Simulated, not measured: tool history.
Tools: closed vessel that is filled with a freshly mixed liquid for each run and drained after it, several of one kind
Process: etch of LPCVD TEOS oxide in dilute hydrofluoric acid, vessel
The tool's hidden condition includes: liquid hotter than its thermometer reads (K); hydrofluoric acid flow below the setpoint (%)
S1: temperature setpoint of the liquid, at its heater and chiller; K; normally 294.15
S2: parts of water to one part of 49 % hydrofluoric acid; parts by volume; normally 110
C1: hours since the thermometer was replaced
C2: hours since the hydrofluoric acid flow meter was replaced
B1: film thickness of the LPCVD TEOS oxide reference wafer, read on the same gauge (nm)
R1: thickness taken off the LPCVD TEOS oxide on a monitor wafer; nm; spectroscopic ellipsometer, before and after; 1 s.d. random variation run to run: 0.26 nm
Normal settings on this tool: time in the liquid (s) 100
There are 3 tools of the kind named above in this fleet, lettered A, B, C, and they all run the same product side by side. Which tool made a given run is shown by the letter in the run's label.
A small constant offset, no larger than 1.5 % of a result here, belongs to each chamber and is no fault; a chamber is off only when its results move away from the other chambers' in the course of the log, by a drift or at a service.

run 1B hour=12.4 | S1=294.15 S2=110 time_in_the_liquid_(s)=100 | C1=840.1 C2=359.7 | B1=109.98 | R1=40.943
run 2C hour=20.7 | S1=294.15 S2=110 time_in_the_liquid_(s)=100 | C1=1276.7 C2=1366.9 | B1=110.02 | R1=40.621
run 3A hour=29.6 | S1=294.15 S2=110 time_in_the_liquid_(s)=100 | C1=423.0 C2=898.4 | B1=109.98 | R1=40.548
run 4C hour=38.4 | S1=294.15 S2=110 time_in_the_liquid_(s)=100 | C1=1294.4 C2=1384.6 | B1=110.03 | R1=40.284
run 5A hour=46.2 | S1=294.15 S2=110 time_in_the_liquid_(s)=100 | C1=439.6 C2=915.0 | B1=109.99 | R1=40.467
run 6B hour=54.5 | S1=294.15 S2=110 time_in_the_liquid_(s)=155 | C1=882.2 C2=401.8 | B1=110.01 | R1=63.568
run 7A hour=70.8 | S1=294.15 S2=110 time_in_the_liquid_(s)=155 | C1=464.2 C2=939.6 | B1=109.99 | R1=63.040
-- hour=79.0 chamber B: thermometer replaced
run 8B hour=82.0 | S1=294.15 S2=110 time_in_the_liquid_(s)=155 | C1=3.0 C2=429.3 | B1=110.02 | R1=63.675
run 9C hour=96.1 | S1=294.15 S2=110 time_in_the_liquid_(s)=100 | C1=1352.1 C2=1442.3 | B1=109.98 | R1=40.477
run 10B hour=104.6 | S1=290.15 S2=110 time_in_the_liquid_(s)=60 | C1=25.6 C2=451.9 | B1=109.99 | R1=20.799
run 11C hour=114.6 | S1=290.15 S2=110 time_in_the_liquid_(s)=60 | C1=1370.6 C2=1460.8 | B1=110.01 | R1=20.659
run 12A hour=124.2 | S1=290.15 S2=110 time_in_the_liquid_(s)=60 | C1=517.6 C2=993.0 | B1=109.99 | R1=20.525
run 13B hour=134.9 | S1=294.15 S2=110 time_in_the_liquid_(s)=100 | C1=55.9 C2=482.2 | B1=110.01 | R1=40.724
run 14A hour=147.2 | S1=294.15 S2=110 time_in_the_liquid_(s)=100 | C1=540.6 C2=1016.0 | B1=110.00 | R1=40.259
run 15C hour=161.4 | S1=294.15 S2=90 time_in_the_liquid_(s)=100 | C1=1417.4 C2=1507.6 | B1=110.01 | R1=49.919
run 16C hour=175.1 | S1=294.15 S2=90 time_in_the_liquid_(s)=100 | C1=1431.1 C2=1521.3 | B1=110.01 | R1=50.659
run 17B hour=183.4 | S1=294.15 S2=90 time_in_the_liquid_(s)=100 | C1=104.4 C2=530.7 | B1=110.01 | R1=51.368
run 18A hour=193.2 | S1=294.15 S2=110 time_in_the_liquid_(s)=100 | C1=586.6 C2=1062.0 | B1=110.00 | R1=40.092
run 19A hour=203.9 | S1=294.15 S2=110 time_in_the_liquid_(s)=100 | C1=597.3 C2=1072.7 | B1=110.01 | R1=40.630
-- hour=209.3 chamber C: hydrofluoric acid flow meter replaced
run 20B hour=215.0 | S1=294.15 S2=110 time_in_the_liquid_(s)=100 | C1=136.0 C2=562.3 | B1=109.98 | R1=40.867
run 21C hour=227.7 | S1=294.15 S2=110 time_in_the_liquid_(s)=100 | C1=1483.7 C2=18.4 | B1=110.01 | R1=40.456
run 22B hour=239.0 | S1=294.15 S2=110 time_in_the_liquid_(s)=100 | C1=160.0 C2=586.3 | B1=110.03 | R1=40.543
run 23A hour=248.5 | S1=294.15 S2=110 time_in_the_liquid_(s)=100 | C1=641.9 C2=1117.3 | B1=109.98 | R1=40.014
run 24C hour=257.2 | S1=294.15 S2=110 time_in_the_liquid_(s)=100 | C1=1513.2 C2=47.9 | B1=110.02 | R1=40.547
run 25C hour=271.9 | S1=294.15 S2=110 time_in_the_liquid_(s)=100 | C1=1527.9 C2=62.6 | B1=109.99 | R1=40.270

Next, all 3 chambers run the settings below, one line each with question marks for the results. What does each chamber give?
run 26A hour=283.8 | S1=294.15 S2=110 time_in_the_liquid_(s)=100 | R1=?
run 26B hour=283.8 | S1=294.15 S2=110 time_in_the_liquid_(s)=100 | R1=?
run 26C hour=283.8 | S1=294.15 S2=110 time_in_the_liquid_(s)=100 | R1=?

run=26A R1=40.958
run=26B R1=40.977
run=26C R1=40.507

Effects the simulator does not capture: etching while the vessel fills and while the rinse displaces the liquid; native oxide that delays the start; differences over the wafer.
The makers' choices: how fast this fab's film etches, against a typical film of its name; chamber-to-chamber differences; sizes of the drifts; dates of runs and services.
